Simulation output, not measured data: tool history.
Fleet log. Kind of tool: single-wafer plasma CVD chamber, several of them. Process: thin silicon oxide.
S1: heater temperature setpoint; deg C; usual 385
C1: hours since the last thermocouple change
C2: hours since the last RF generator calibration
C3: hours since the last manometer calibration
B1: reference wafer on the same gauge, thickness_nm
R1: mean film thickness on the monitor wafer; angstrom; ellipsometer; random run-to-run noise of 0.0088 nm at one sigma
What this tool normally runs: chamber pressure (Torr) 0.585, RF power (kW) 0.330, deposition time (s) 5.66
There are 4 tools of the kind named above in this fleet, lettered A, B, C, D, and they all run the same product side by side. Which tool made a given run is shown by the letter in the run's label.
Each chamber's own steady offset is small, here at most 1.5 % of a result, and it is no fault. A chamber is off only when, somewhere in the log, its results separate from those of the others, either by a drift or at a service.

run 1D hour=5.4 | S1=385 chamber_pressure_(Torr)=0.585 RF_power_(kW)=0.330 deposition_time_(s)=5.66 | C1=1046.4 C2=644.1 C3=725.8 | B1=6.3726 | R1=79.774
run 2A hour=12.0 | S1=385 chamber_pressure_(Torr)=0.585 RF_power_(kW)=0.330 deposition_time_(s)=5.66 | C1=235.3 C2=423.4 C3=515.6 | B1=6.3706 | R1=78.620
run 3C hour=16.1 | S1=385 chamber_pressure_(Torr)=0.585 RF_power_(kW)=0.330 deposition_time_(s)=5.66 | C1=1143.8 C2=1624.4 C3=660.5 | B1=6.3709 | R1=78.430
run 4B hour=22.2 | S1=385 chamber_pressure_(Torr)=0.585 RF_power_(kW)=0.330 deposition_time_(s)=5.66 | C1=180.9 C2=1748.8 C3=104.1 | B1=6.3727 | R1=79.808
run 5B hour=27.1 | S1=385 chamber_pressure_(Torr)=0.585 RF_power_(kW)=0.305 deposition_time_(s)=6.38 | C1=185.8 C2=1753.7 C3=109.0 | B1=6.3757 | R1=87.264
run 6A hour=32.1 | S1=385 chamber_pressure_(Torr)=0.585 RF_power_(kW)=0.305 deposition_time_(s)=6.38 | C1=255.4 C2=443.5 C3=535.7 | B1=6.3768 | R1=85.972
run 7C hour=35.2 | S1=385 chamber_pressure_(Torr)=0.585 RF_power_(kW)=0.305 deposition_time_(s)=6.38 | C1=1162.9 C2=1643.5 C3=679.6 | B1=6.3757 | R1=85.951
run 8D hour=38.9 | S1=385 chamber_pressure_(Torr)=0.585 RF_power_(kW)=0.305 deposition_time_(s)=6.38 | C1=1079.9 C2=677.6 C3=759.3 | B1=6.3744 | R1=87.129
run 9B hour=44.6 | S1=385 chamber_pressure_(Torr)=0.585 RF_power_(kW)=0.330 deposition_time_(s)=5.66 | C1=203.3 C2=1771.2 C3=126.5 | B1=6.3766 | R1=79.723
run 10D hour=50.7 | S1=385 chamber_pressure_(Torr)=0.585 RF_power_(kW)=0.330 deposition_time_(s)=5.66 | C1=1091.7 C2=689.4 C3=771.1 | B1=6.3784 | R1=79.791
run 11C hour=55.2 | S1=385 chamber_pressure_(Torr)=0.585 RF_power_(kW)=0.330 deposition_time_(s)=5.66 | C1=1182.9 C2=1663.5 C3=699.6 | B1=6.3755 | R1=78.668
run 12A hour=60.9 | S1=385 chamber_pressure_(Torr)=0.585 RF_power_(kW)=0.330 deposition_time_(s)=5.66 | C1=284.2 C2=472.3 C3=564.5 | B1=6.3778 | R1=78.794
run 13A hour=66.6 | S1=385 chamber_pressure_(Torr)=0.585 RF_power_(kW)=0.330 deposition_time_(s)=5.66 | C1=289.9 C2=478.0 C3=570.2 | B1=6.3772 | R1=78.870
run 14D hour=70.3 | S1=385 chamber_pressure_(Torr)=0.585 RF_power_(kW)=0.330 deposition_time_(s)=5.66 | C1=1111.3 C2=709.0 C3=790.7 | B1=6.3802 | R1=79.904
run 15C hour=73.7 | S1=385 chamber_pressure_(Torr)=0.585 RF_power_(kW)=0.330 deposition_time_(s)=5.66 | C1=1201.4 C2=1682.0 C3=718.1 | B1=6.3811 | R1=78.557
run 16B hour=77.3 | S1=385 chamber_pressure_(Torr)=0.585 RF_power_(kW)=0.330 deposition_time_(s)=5.66 | C1=236.0 C2=1803.9 C3=159.2 | B1=6.3792 | R1=79.753
run 17D hour=84.0 | S1=385 chamber_pressure_(Torr)=0.585 RF_power_(kW)=0.330 deposition_time_(s)=5.66 | C1=1125.0 C2=722.7 C3=804.4 | B1=6.3817 | R1=80.133
run 18B hour=88.1 | S1=385 chamber_pressure_(Torr)=0.585 RF_power_(kW)=0.330 deposition_time_(s)=5.66 | C1=246.8 C2=1814.7 C3=170.0 | B1=6.3795 | R1=79.844
run 19A hour=91.2 | S1=385 chamber_pressure_(Torr)=0.585 RF_power_(kW)=0.330 deposition_time_(s)=5.66 | C1=314.5 C2=502.6 C3=594.8 | B1=6.3831 | R1=78.814
run 20C hour=97.1 | S1=385 chamber_pressure_(Torr)=0.585 RF_power_(kW)=0.330 deposition_time_(s)=5.66 | C1=1224.8 C2=1705.4 C3=741.5 | B1=6.3855 | R1=78.746
run 21C hour=100.2 | S1=385 chamber_pressure_(Torr)=0.585 RF_power_(kW)=0.330 deposition_time_(s)=5.66 | C1=1227.9 C2=1708.5 C3=744.6 | B1=6.3831 | R1=78.812
run 22A hour=106.9 | S1=385 chamber_pressure_(Torr)=0.585 RF_power_(kW)=0.330 deposition_time_(s)=5.66 | C1=330.2 C2=518.3 C3=610.5 | B1=6.3862 | R1=78.814
run 23B hour=111.3 | S1=385 chamber_pressure_(Torr)=0.585 RF_power_(kW)=0.330 deposition_time_(s)=5.66 | C1=270.0 C2=1837.9 C3=193.2 | B1=6.3867 | R1=79.856
run 24D hour=116.9 | S1=385 chamber_pressure_(Torr)=0.585 RF_power_(kW)=0.330 deposition_time_(s)=5.66 | C1=1157.9 C2=755.6 C3=837.3 | B1=6.3863 | R1=80.066
run 25B hour=120.4 | S1=385 chamber_pressure_(Torr)=0.585 RF_power_(kW)=0.330 deposition_time_(s)=5.66 | C1=279.1 C2=1847.0 C3=202.3 | B1=6.3877 | R1=79.910
run 26A hour=125.5 | S1=385 chamber_pressure_(Torr)=0.585 RF_power_(kW)=0.330 deposition_time_(s)=5.66 | C1=348.8 C2=536.9 C3=629.1 | B1=6.3867 | R1=78.691
run 27D hour=131.6 | S1=385 chamber_pressure_(Torr)=0.585 RF_power_(kW)=0.310 deposition_time_(s)=5.66 | C1=1172.6 C2=770.3 C3=852.0 | B1=6.3870 | R1=78.217
run 28C hour=137.2 | S1=385 chamber_pressure_(Torr)=0.585 RF_power_(kW)=0.310 deposition_time_(s)=5.66 | C1=1264.9 C2=1745.5 C3=781.6 | B1=6.3894 | R1=76.872
run 29B hour=141.8 | S1=385 chamber_pressure_(Torr)=0.585 RF_power_(kW)=0.310 deposition_time_(s)=5.66 | C1=300.5 C2=1868.4 C3=223.7 | B1=6.3914 | R1=78.113
run 30C hour=145.5 | S1=385 chamber_pressure_(Torr)=0.585 RF_power_(kW)=0.310 deposition_time_(s)=5.66 | C1=1273.2 C2=1753.8 C3=789.9 | B1=6.3907 | R1=76.869
run 31D hour=148.8 | S1=385 chamber_pressure_(Torr)=0.585 RF_power_(kW)=0.330 deposition_time_(s)=5.66 | C1=1189.8 C2=787.5 C3=869.2 | B1=6.3912 | R1=80.109
run 32A hour=152.5 | S1=385 chamber_pressure_(Torr)=0.585 RF_power_(kW)=0.330 deposition_time_(s)=5.66 | C1=375.8 C2=563.9 C3=656.1 | B1=6.3889 | R1=78.977
run 33B hour=158.5 | S1=385 chamber_pressure_(Torr)=0.585 RF_power_(kW)=0.330 deposition_time_(s)=5.66 | C1=317.2 C2=1885.1 C3=240.4 | B1=6.3918 | R1=80.029
run 34D hour=162.7 | S1=385 chamber_pressure_(Torr)=0.585 RF_power_(kW)=0.330 deposition_time_(s)=5.66 | C1=1203.7 C2=801.4 C3=883.1 | B1=6.3923 | R1=80.108
run 35C hour=167.1 | S1=385 chamber_pressure_(Torr)=0.585 RF_power_(kW)=0.330 deposition_time_(s)=5.66 | C1=1294.8 C2=1775.4 C3=811.5 | B1=6.3929 | R1=78.638
run 36A hour=171.9 | S1=385 chamber_pressure_(Torr)=0.469 RF_power_(kW)=0.330 deposition_time_(s)=5.66 | C1=395.2 C2=583.3 C3=675.5 | B1=6.3947 | R1=61.960
run 37A hour=177.0 | S1=385 chamber_pressure_(Torr)=0.469 RF_power_(kW)=0.330 deposition_time_(s)=5.66 | C1=400.3 C2=588.4 C3=680.6 | B1=6.3927 | R1=61.952
run 38D hour=181.8 | S1=385 chamber_pressure_(Torr)=0.469 RF_power_(kW)=0.330 deposition_time_(s)=5.66 | C1=1222.8 C2=820.5 C3=902.2 | B1=6.3976 | R1=62.974
run 39B hour=188.4 | S1=385 chamber_pressure_(Torr)=0.469 RF_power_(kW)=0.330 deposition_time_(s)=5.66 | C1=347.1 C2=1915.0 C3=270.3 | B1=6.3964 | R1=62.426
run 40C hour=195.1 | S1=385 chamber_pressure_(Torr)=0.585 RF_power_(kW)=0.330 deposition_time_(s)=5.66 | C1=1322.8 C2=1803.4 C3=839.5 | B1=6.3969 | R1=78.781
run 41B hour=198.7 | S1=385 chamber_pressure_(Torr)=0.585 RF_power_(kW)=0.330 deposition_time_(s)=5.66 | C1=357.4 C2=1925.3 C3=280.6 | B1=6.3967 | R1=80.155
run 42A hour=204.3 | S1=385 chamber_pressure_(Torr)=0.585 RF_power_(kW)=0.330 deposition_time_(s)=5.66 | C1=427.6 C2=615.7 C3=707.9 | B1=6.3970 | R1=79.050
run 43C hour=209.1 | S1=385 chamber_pressure_(Torr)=0.585 RF_power_(kW)=0.330 deposition_time_(s)=5.66 | C1=1336.8 C2=1817.4 C3=853.5 | B1=6.3968 | R1=78.806

Is one chamber out of step, is the gauge drifting, or do the chambers differ by no more than their own small offsets? For an off chamber, give its letter and the likeliest cause.

The gauge drifts, so all chambers seem to drift together. No chamber is off.
What lies behind it: gauge reads high (%) = 0.459.
